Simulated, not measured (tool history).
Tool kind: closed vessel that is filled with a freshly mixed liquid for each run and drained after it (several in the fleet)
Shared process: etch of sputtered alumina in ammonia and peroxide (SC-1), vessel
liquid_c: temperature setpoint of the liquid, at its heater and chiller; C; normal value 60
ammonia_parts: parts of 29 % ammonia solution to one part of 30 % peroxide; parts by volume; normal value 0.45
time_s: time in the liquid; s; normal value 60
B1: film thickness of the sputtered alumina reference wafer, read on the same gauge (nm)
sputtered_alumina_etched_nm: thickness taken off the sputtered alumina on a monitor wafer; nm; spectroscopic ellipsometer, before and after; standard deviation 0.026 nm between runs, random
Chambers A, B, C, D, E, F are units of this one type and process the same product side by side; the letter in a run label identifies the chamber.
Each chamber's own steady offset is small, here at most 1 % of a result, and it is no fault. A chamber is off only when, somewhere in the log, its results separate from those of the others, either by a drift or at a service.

-- hour=3 chamber D: new drum of ammonia solution connected
run 1A hour=4.3 | liquid_c=60 ammonia_parts=0.45 time_s=60 | B1=130.01 | sputtered_alumina_etched_nm=4.7685
run 2E hour=7.2 | liquid_c=60 ammonia_parts=0.45 time_s=60 | B1=130.05 | sputtered_alumina_etched_nm=4.8632
run 3F hour=10.4 | liquid_c=60 ammonia_parts=0.45 time_s=60 | B1=129.98 | sputtered_alumina_etched_nm=4.8683
run 4B hour=13.6 | liquid_c=60 ammonia_parts=0.45 time_s=60 | B1=129.98 | sputtered_alumina_etched_nm=4.8509
run 5C hour=18.5 | liquid_c=60 ammonia_parts=0.45 time_s=40 | B1=129.98 | sputtered_alumina_etched_nm=3.2444
run 6D hour=22.1 | liquid_c=60 ammonia_parts=0.45 time_s=40 | B1=129.98 | sputtered_alumina_etched_nm=3.273
run 7B hour=26.4 | liquid_c=60 ammonia_parts=0.45 time_s=40 | B1=129.99 | sputtered_alumina_etched_nm=3.2587
run 8E hour=31.7 | liquid_c=60 ammonia_parts=0.45 time_s=40 | B1=130.02 | sputtered_alumina_etched_nm=3.2006
run 9C hour=34.8 | liquid_c=60 ammonia_parts=0.45 time_s=40 | B1=130.04 | sputtered_alumina_etched_nm=3.1935
run 10F hour=37.9 | liquid_c=60 ammonia_parts=0.45 time_s=40 | B1=129.99 | sputtered_alumina_etched_nm=3.2607
run 11A hour=42.1 | liquid_c=69.5 ammonia_parts=0.45 time_s=85 | B1=130.01 | sputtered_alumina_etched_nm=10.804
run 12D hour=45.1 | liquid_c=69.5 ammonia_parts=0.45 time_s=85 | B1=130.02 | sputtered_alumina_etched_nm=11.163
run 13A hour=50.1 | liquid_c=69.5 ammonia_parts=0.45 time_s=85 | B1=129.98 | sputtered_alumina_etched_nm=10.843
run 14E hour=55.6 | liquid_c=69.5 ammonia_parts=0.45 time_s=85 | B1=129.97 | sputtered_alumina_etched_nm=11.096
run 15B hour=60.5 | liquid_c=69.5 ammonia_parts=0.45 time_s=85 | B1=130.02 | sputtered_alumina_etched_nm=11.012
run 16D hour=63.6 | liquid_c=69.5 ammonia_parts=0.45 time_s=85 | B1=129.96 | sputtered_alumina_etched_nm=11.16
run 17C hour=68.1 | liquid_c=52.5 ammonia_parts=0.45 time_s=30 | B1=129.99 | sputtered_alumina_etched_nm=1.6261
run 18F hour=71.7 | liquid_c=52.5 ammonia_parts=0.45 time_s=30 | B1=130.04 | sputtered_alumina_etched_nm=1.6533
run 19A hour=74.5 | liquid_c=52.5 ammonia_parts=0.45 time_s=30 | B1=130.03 | sputtered_alumina_etched_nm=1.6264
run 20B hour=77.4 | liquid_c=52.5 ammonia_parts=0.45 time_s=30 | B1=130.03 | sputtered_alumina_etched_nm=1.6348
run 21C hour=81.3 | liquid_c=52.5 ammonia_parts=0.45 time_s=30 | B1=130.02 | sputtered_alumina_etched_nm=1.6219
run 22F hour=84.5 | liquid_c=52.5 ammonia_parts=0.45 time_s=30 | B1=130.04 | sputtered_alumina_etched_nm=1.6518
-- hour=88.4 chamber C: thermometer replaced
run 23D hour=89.6 | liquid_c=60 ammonia_parts=0.45 time_s=60 | B1=130.04 | sputtered_alumina_etched_nm=4.8877
run 24E hour=94.9 | liquid_c=60 ammonia_parts=0.45 time_s=60 | B1=130.01 | sputtered_alumina_etched_nm=4.8323
run 25F hour=98.5 | liquid_c=51 ammonia_parts=0.6 time_s=60 | B1=129.95 | sputtered_alumina_etched_nm=3.1219
run 26C hour=102.9 | liquid_c=51 ammonia_parts=0.6 time_s=60 | B1=130 | sputtered_alumina_etched_nm=3.0807
run 27E hour=108.4 | liquid_c=51 ammonia_parts=0.6 time_s=60 | B1=129.98 | sputtered_alumina_etched_nm=3.0878
run 28D hour=112.1 | liquid_c=51 ammonia_parts=0.6 time_s=60 | B1=129.98 | sputtered_alumina_etched_nm=3.0814
-- hour=113.1 chamber F: new drum of ammonia solution connected
run 29B hour=114.9 | liquid_c=51 ammonia_parts=0.6 time_s=60 | B1=130 | sputtered_alumina_etched_nm=3.0697
run 30A hour=120.4 | liquid_c=51 ammonia_parts=0.6 time_s=60 | B1=130.02 | sputtered_alumina_etched_nm=3.0877
run 31E hour=124.6 | liquid_c=60 ammonia_parts=0.45 time_s=60 | B1=129.99 | sputtered_alumina_etched_nm=4.7943
run 32A hour=129.3 | liquid_c=60 ammonia_parts=0.45 time_s=60 | B1=129.99 | sputtered_alumina_etched_nm=4.8262
run 33B hour=133.8 | liquid_c=64.5 ammonia_parts=0.45 time_s=60 | B1=129.98 | sputtered_alumina_etched_nm=6.1345
run 34D hour=138.6 | liquid_c=64.5 ammonia_parts=0.45 time_s=60 | B1=130 | sputtered_alumina_etched_nm=6.1186
run 35C hour=141.5 | liquid_c=64.5 ammonia_parts=0.45 time_s=60 | B1=129.98 | sputtered_alumina_etched_nm=6.0597
run 36F hour=146.5 | liquid_c=64.5 ammonia_parts=0.45 time_s=60 | B1=130.04 | sputtered_alumina_etched_nm=6.082
run 37C hour=151.4 | liquid_c=64.5 ammonia_parts=0.45 time_s=60 | B1=129.99 | sputtered_alumina_etched_nm=5.9604
run 38F hour=154.2 | liquid_c=64.5 ammonia_parts=0.45 time_s=60 | B1=130.04 | sputtered_alumina_etched_nm=6.0926
run 39A hour=159.1 | liquid_c=60 ammonia_parts=0.45 time_s=60 | B1=129.97 | sputtered_alumina_etched_nm=4.8376
run 40B hour=164.5 | liquid_c=67.5 ammonia_parts=0.45 time_s=60 | B1=129.99 | sputtered_alumina_etched_nm=7.0607
run 41D hour=169.7 | liquid_c=67.5 ammonia_parts=0.45 time_s=60 | B1=130.03 | sputtered_alumina_etched_nm=7.1653
run 42E hour=173.9 | liquid_c=67.5 ammonia_parts=0.45 time_s=60 | B1=130.02 | sputtered_alumina_etched_nm=7.0364
run 43A hour=177 | liquid_c=67.5 ammonia_parts=0.45 time_s=60 | B1=130.03 | sputtered_alumina_etched_nm=6.9023

Is one chamber off against the others, does the gauge drift, or is nothing wrong? If a chamber is off, say which, and what the likeliest cause is.

Nothing is wrong: each chamber keeps only its own small, steady offset and the gauge holds still.

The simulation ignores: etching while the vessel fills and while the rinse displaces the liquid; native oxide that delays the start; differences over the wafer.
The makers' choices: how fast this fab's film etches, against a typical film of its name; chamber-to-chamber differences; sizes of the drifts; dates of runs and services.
